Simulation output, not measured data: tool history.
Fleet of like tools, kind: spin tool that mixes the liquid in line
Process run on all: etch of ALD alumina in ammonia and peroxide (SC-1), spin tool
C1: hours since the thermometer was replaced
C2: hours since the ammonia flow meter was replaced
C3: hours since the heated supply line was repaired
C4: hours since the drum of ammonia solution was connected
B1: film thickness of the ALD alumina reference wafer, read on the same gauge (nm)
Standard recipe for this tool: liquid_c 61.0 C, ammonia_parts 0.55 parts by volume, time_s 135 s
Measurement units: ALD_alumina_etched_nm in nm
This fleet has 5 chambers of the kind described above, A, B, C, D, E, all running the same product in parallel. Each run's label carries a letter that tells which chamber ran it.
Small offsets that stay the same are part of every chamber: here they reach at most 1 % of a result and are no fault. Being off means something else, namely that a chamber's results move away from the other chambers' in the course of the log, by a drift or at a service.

-- hour=13.1 chamber A: new drum of ammonia solution connected
run 1D hour=13.1 | liquid_c=61.0 ammonia_parts=0.55 time_s=135 | C1=965.7 C2=343.9 C3=1073.3 C4=646.2 | B1=40.015 | ALD_alumina_etched_nm=13.6340
run 2E hour=27.3 | liquid_c=61.0 ammonia_parts=0.55 time_s=135 | C1=2212.4 C2=1556.4 C3=503.9 C4=533.4 | B1=40.026 | ALD_alumina_etched_nm=13.5300
run 3B hour=43.0 | liquid_c=61.0 ammonia_parts=0.55 time_s=135 | C1=908.6 C2=451.4 C3=723.2 C4=693.3 | B1=39.978 | ALD_alumina_etched_nm=13.4510
run 4C hour=56.0 | liquid_c=61.0 ammonia_parts=0.55 time_s=135 | C1=617.6 C2=1775.9 C3=817.0 C4=405.6 | B1=39.986 | ALD_alumina_etched_nm=13.4680
run 5A hour=67.4 | liquid_c=61.0 ammonia_parts=0.55 time_s=135 | C1=181.1 C2=482.0 C3=1396.7 C4=54.3 | B1=40.019 | ALD_alumina_etched_nm=13.6280
run 6E hour=81.5 | liquid_c=61.0 ammonia_parts=0.55 time_s=135 | C1=2266.6 C2=1610.6 C3=558.1 C4=587.6 | B1=40.005 | ALD_alumina_etched_nm=13.4530
run 7A hour=88.5 | liquid_c=61.0 ammonia_parts=0.55 time_s=135 | C1=202.2 C2=503.1 C3=1417.8 C4=75.4 | B1=39.957 | ALD_alumina_etched_nm=13.5370
run 8D hour=98.6 | liquid_c=64.5 ammonia_parts=0.40 time_s=135 | C1=1051.2 C2=429.4 C3=1158.8 C4=731.7 | B1=40.022 | ALD_alumina_etched_nm=15.9220
run 9B hour=107.1 | liquid_c=64.5 ammonia_parts=0.40 time_s=135 | C1=972.7 C2=515.5 C3=787.3 C4=757.4 | B1=39.991 | ALD_alumina_etched_nm=15.8880
-- hour=115.4 chamber D: new drum of ammonia solution connected
run 10C hour=117.0 | liquid_c=64.5 ammonia_parts=0.40 time_s=135 | C1=678.6 C2=1836.9 C3=878.0 C4=466.6 | B1=39.995 | ALD_alumina_etched_nm=15.6570
run 11B hour=131.3 | liquid_c=64.5 ammonia_parts=0.40 time_s=135 | C1=996.9 C2=539.7 C3=811.5 C4=781.6 | B1=40.025 | ALD_alumina_etched_nm=15.9600
run 12D hour=146.7 | liquid_c=64.5 ammonia_parts=0.40 time_s=135 | C1=1099.3 C2=477.5 C3=1206.9 C4=31.4 | B1=40.001 | ALD_alumina_etched_nm=15.5070
-- hour=149.1 chamber A: heated supply line repaired
run 13E hour=154.3 | liquid_c=61.0 ammonia_parts=0.55 time_s=135 | C1=2339.4 C2=1683.4 C3=630.9 C4=660.4 | B1=39.976 | ALD_alumina_etched_nm=13.6600
-- hour=155.5 chamber E: new drum of ammonia solution connected
run 14C hour=169.2 | liquid_c=61.0 ammonia_parts=0.55 time_s=135 | C1=730.8 C2=1889.1 C3=930.2 C4=518.8 | B1=40.022 | ALD_alumina_etched_nm=13.5920
-- hour=177.1 chamber C: heated supply line repaired
run 15A hour=185.0 | liquid_c=61.0 ammonia_parts=0.55 time_s=135 | C1=298.7 C2=599.6 C3=36.0 C4=171.9 | B1=39.951 | ALD_alumina_etched_nm=13.8290
run 16E hour=200.8 | liquid_c=61.0 ammonia_parts=0.55 time_s=135 | C1=2385.9 C2=1729.9 C3=677.4 C4=45.4 | B1=39.989 | ALD_alumina_etched_nm=13.7940
run 17C hour=209.7 | liquid_c=61.0 ammonia_parts=0.55 time_s=135 | C1=771.3 C2=1929.6 C3=32.6 C4=559.3 | B1=40.005 | ALD_alumina_etched_nm=13.6950
run 18D hour=225.8 | liquid_c=61.0 ammonia_parts=0.55 time_s=135 | C1=1178.4 C2=556.6 C3=1286.0 C4=110.5 | B1=39.947 | ALD_alumina_etched_nm=13.4410
run 19B hour=239.2 | liquid_c=61.0 ammonia_parts=0.55 time_s=135 | C1=1104.8 C2=647.6 C3=919.4 C4=889.5 | B1=40.028 | ALD_alumina_etched_nm=14.0170
-- hour=248.5 chamber B: new drum of ammonia solution connected
run 20A hour=251.2 | liquid_c=61.0 ammonia_parts=0.55 time_s=135 | C1=364.9 C2=665.8 C3=102.2 C4=238.1 | B1=40.016 | ALD_alumina_etched_nm=13.6030
run 21E hour=262.1 | liquid_c=61.0 ammonia_parts=0.55 time_s=135 | C1=2447.2 C2=1791.2 C3=738.7 C4=106.7 | B1=40.014 | ALD_alumina_etched_nm=13.4750
run 22B hour=275.9 | liquid_c=61.0 ammonia_parts=0.55 time_s=135 | C1=1141.5 C2=684.3 C3=956.1 C4=27.5 | B1=40.068 | ALD_alumina_etched_nm=14.0170
-- hour=283.9 chamber C: new drum of ammonia solution connected
run 23A hour=289.2 | liquid_c=61.0 ammonia_parts=0.55 time_s=135 | C1=402.9 C2=703.8 C3=140.2 C4=276.1 | B1=39.985 | ALD_alumina_etched_nm=13.8260
run 24C hour=303.5 | liquid_c=61.0 ammonia_parts=0.55 time_s=135 | C1=865.1 C2=2023.4 C3=126.4 C4=19.6 | B1=39.973 | ALD_alumina_etched_nm=13.5150
run 25D hour=310.8 | liquid_c=61.0 ammonia_parts=0.55 time_s=135 | C1=1263.4 C2=641.6 C3=1371.0 C4=195.5 | B1=39.995 | ALD_alumina_etched_nm=13.5690
run 26C hour=322.1 | liquid_c=61.0 ammonia_parts=0.55 time_s=135 | C1=883.7 C2=2042.0 C3=145.0 C4=38.2 | B1=39.955 | ALD_alumina_etched_nm=13.4800
run 27A hour=334.4 | liquid_c=61.0 ammonia_parts=0.55 time_s=135 | C1=448.1 C2=749.0 C3=185.4 C4=321.3 | B1=39.961 | ALD_alumina_etched_nm=13.4800
run 28E hour=346.8 | liquid_c=61.0 ammonia_parts=0.55 time_s=135 | C1=2531.9 C2=1875.9 C3=823.4 C4=191.4 | B1=40.053 | ALD_alumina_etched_nm=13.6200
run 29B hour=356.1 | liquid_c=61.0 ammonia_parts=0.55 time_s=135 | C1=1221.7 C2=764.5 C3=1036.3 C4=107.7 | B1=40.004 | ALD_alumina_etched_nm=14.2810
run 30D hour=364.8 | liquid_c=61.0 ammonia_parts=0.55 time_s=135 | C1=1317.4 C2=695.6 C3=1425.0 C4=249.5 | B1=39.960 | ALD_alumina_etched_nm=13.4030
run 31D hour=376.5 | liquid_c=61.0 ammonia_parts=0.55 time_s=70 | C1=1329.1 C2=707.3 C3=1436.7 C4=261.2 | B1=39.996 | ALD_alumina_etched_nm=7.0375
run 32E hour=385.2 | liquid_c=61.0 ammonia_parts=0.55 time_s=70 | C1=2570.3 C2=1914.3 C3=861.8 C4=229.8 | B1=40.035 | ALD_alumina_etched_nm=6.9436
run 33B hour=395.1 | liquid_c=61.0 ammonia_parts=0.55 time_s=70 | C1=1260.7 C2=803.5 C3=1075.3 C4=146.7 | B1=39.970 | ALD_alumina_etched_nm=7.5364
run 34C hour=402.7 | liquid_c=61.0 ammonia_parts=0.55 time_s=70 | C1=964.3 C2=2122.6 C3=225.6 C4=118.8 | B1=39.998 | ALD_alumina_etched_nm=6.9907
run 35A hour=416.8 | liquid_c=61.0 ammonia_parts=0.55 time_s=70 | C1=530.5 C2=831.4 C3=267.8 C4=403.7 | B1=40.010 | ALD_alumina_etched_nm=7.0514
-- hour=422.5 chamber E: thermometer replaced
run 36B hour=432.9 | liquid_c=61.0 ammonia_parts=0.55 time_s=135 | C1=1298.5 C2=841.3 C3=1113.1 C4=184.5 | B1=40.033 | ALD_alumina_etched_nm=14.3250
run 37E hour=446.8 | liquid_c=61.0 ammonia_parts=0.55 time_s=135 | C1=24.4 C2=1975.9 C3=923.4 C4=291.4 | B1=39.993 | ALD_alumina_etched_nm=13.6700
run 38C hour=454.7 | liquid_c=61.0 ammonia_parts=0.55 time_s=135 | C1=1016.3 C2=2174.6 C3=277.6 C4=170.8 | B1=40.006 | ALD_alumina_etched_nm=13.5250
run 39A hour=461.9 | liquid_c=61.0 ammonia_parts=0.55 time_s=135 | C1=575.6 C2=876.5 C3=312.9 C4=448.8 | B1=39.973 | ALD_alumina_etched_nm=13.6540
-- hour=468.5 chamber B: ammonia flow meter replaced
run 40D hour=471.0 | liquid_c=61.0 ammonia_parts=0.55 time_s=135 | C1=1423.6 C2=801.8 C3=1531.2 C4=355.7 | B1=40.008 | ALD_alumina_etched_nm=13.6030
run 41A hour=484.4 | liquid_c=61.0 ammonia_parts=0.55 time_s=135 | C1=598.1 C2=899.0 C3=335.4 C4=471.3 | B1=40.013 | ALD_alumina_etched_nm=13.8590
run 42B hour=493.6 | liquid_c=61.0 ammonia_parts=0.55 time_s=135 | C1=1359.2 C2=25.1 C3=1173.8 C4=245.2 | B1=39.946 | ALD_alumina_etched_nm=14.6430

Has any chamber moved away from the others, gradually or after a service, or does the common gauge drift, or do the chambers differ only by their own small steady offsets? State the chamber and the most likely cause if one applies.

One chamber, B, drifts off from the rest bit by bit.
Most likely cause: liquid hotter than its thermometer reads (K) = 1.74.

Chamber B could run next with any of the 4 candidate recipes listed below; each alters the usual settings, and their results appear as question marks. Which one brings its results back in line with what the other chambers deliver on the usual settings?
Allowed miss from the other chambers' usual-settings mean, per result, to count as in line: ALD_alumina_etched_nm 0.3700 nm
run 43B-1 hour=505.2 | liquid_c=62.5 ammonia_parts=0.55 time_s=145 | ALD_alumina_etched_nm=?
run 43B-2 hour=505.2 | liquid_c=61.0 ammonia_parts=0.25 time_s=135 | ALD_alumina_etched_nm=?
run 43B-3 hour=505.2 | liquid_c=62.0 ammonia_parts=0.55 time_s=140 | ALD_alumina_etched_nm=?
run 43B-4 hour=505.2 | liquid_c=58.5 ammonia_parts=0.55 time_s=135 | ALD_alumina_etched_nm=?

What the other chambers average on the usual settings: ALD_alumina_etched_nm 13.5760 nm
run=43B-1 ALD_alumina_etched_nm=17.0530
run=43B-2 ALD_alumina_etched_nm=13.6410
run=43B-3 ALD_alumina_etched_nm=16.0590
run=43B-4 ALD_alumina_etched_nm=12.9290
Change 43B-2 lands the chamber within the allowed miss of the other chambers.
